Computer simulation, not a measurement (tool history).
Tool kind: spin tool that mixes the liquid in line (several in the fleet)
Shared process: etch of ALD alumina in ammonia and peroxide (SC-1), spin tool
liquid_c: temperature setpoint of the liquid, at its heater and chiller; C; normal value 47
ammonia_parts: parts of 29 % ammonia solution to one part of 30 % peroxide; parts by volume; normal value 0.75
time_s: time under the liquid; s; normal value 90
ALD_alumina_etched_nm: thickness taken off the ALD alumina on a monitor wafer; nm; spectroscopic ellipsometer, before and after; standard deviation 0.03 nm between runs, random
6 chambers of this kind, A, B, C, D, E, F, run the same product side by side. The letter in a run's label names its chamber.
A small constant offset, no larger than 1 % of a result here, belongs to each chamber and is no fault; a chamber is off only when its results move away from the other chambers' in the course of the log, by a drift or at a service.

run	day	liquid_c	ammonia_parts	time_s	read-back film thickness of the ALD alumina reference wafer, read on the same gauge (nm)	ALD_alumina_etched_nm
1B	0.254	47	0.75	90	139.98	4.1949
2E	0.5	47	0.75	90	140.03	4.1755
3D	0.688	47	0.75	90	139.97	4.1859
4A	0.871	47	0.75	90	140.03	4.2433
5C	1.108	47	0.75	90	139.99	4.1465
6F	1.408	47	0.75	90	140.02	4.1308
7E	1.621	47	0.75	90	140.06	4.1775
8D	1.875	47	0.75	90	139.96	4.2285
9F	2.125	47	0.75	90	140.06	4.1648
10B	2.371	47	0.75	90	140.01	4.2727
11A	2.5	53	1.05	90	139.99	6.111
12C	2.788	53	1.05	90	140.04	5.9687
13C	3.046	53	1.05	90	140.01	6.0095
# day 3.146: chamber E: heated supply line repaired
14F	3.283	53	1.05	90	140.04	5.9587
15E	3.521	53	1.05	90	140.01	6.1102
16A	3.662	53	1.05	90	140.02	6.0515
17B	3.9	39	0.75	90	139.94	2.6093
18D	4.112	39	0.75	90	140.01	2.6441
19D	4.254	39	0.75	90	139.98	2.6404
20A	4.542	39	0.75	90	140.04	2.6764
21E	4.825	39	0.75	90	140.01	2.621
22C	5.029	39	0.75	90	140.03	2.6098
23B	5.2	47	0.75	90	139.99	4.1622
24F	5.358	47	0.75	90	140.01	4.1937
25B	5.529	47	0.75	90	139.98	4.0944
26C	5.796	47	0.75	90	139.94	4.1682
27A	6.054	47	0.75	90	140.02	4.2171
28D	6.254	47	0.75	90	140.02	4.203
29E	6.55	47	0.95	90	140.03	4.3077
# day 6.65: chamber D: new drum of ammonia solution connected
30F	6.783	47	0.95	90	140	4.339
31C	6.925	47	0.95	90	139.99	4.2594
32A	7.083	47	0.95	90	140.01	4.3252
33D	7.3	47	0.95	90	140	4.2606
# day 7.542: chamber F: thermometer replaced
34F	7.588	47	0.95	90	139.98	4.288
# day 7.671: chamber A: new drum of ammonia solution connected
35B	7.829	47	0.75	90	140.01	4.0436
36E	8.075	47	0.75	90	139.99	4.2273
37E	8.221	47	0.75	90	139.98	4.2501
38C	8.446	47	0.75	90	139.96	4.195
39A	8.612	47	0.75	70	139.97	3.2306
40F	8.783	47	0.75	70	140.01	3.277
41D	8.992	47	0.75	70	139.99	3.2783

Is one chamber off against the others, does the gauge drift, or is nothing wrong? If a chamber is off, say which, and what the likeliest cause is.

Little by little, chamber B moves away from the other chambers.
Likeliest cause: liquid colder than its thermometer reads (K) = 0.733.
The log might look much the same if the cause were instead: temperature lost on the way to the wafer (K).

Chamber B could run next with any of the 4 candidate recipes listed below; each alters the usual settings, and their results appear as question marks. Which one brings its results back in line with what the other chambers deliver on the usual settings?
To be in line, a result may differ from the other chambers' mean on the usual settings by at most: ALD_alumina_etched_nm 0.1 nm
42B-1	9.208	48.5	0.75	90		?
42B-2	9.208	47	0.75	95		?
42B-3	9.208	47	0.45	90		?
42B-4	9.208	46.5	0.75	85		?

What the other chambers average on the usual settings: ALD_alumina_etched_nm 4.2005 nm
run	ALD_alumina_etched_nm
42B-1	4.3785
42B-2	4.2437
42B-3	3.8254
42B-4	3.689
The answer is 42B-2, which returns the chamber to within the allowed miss of the others.
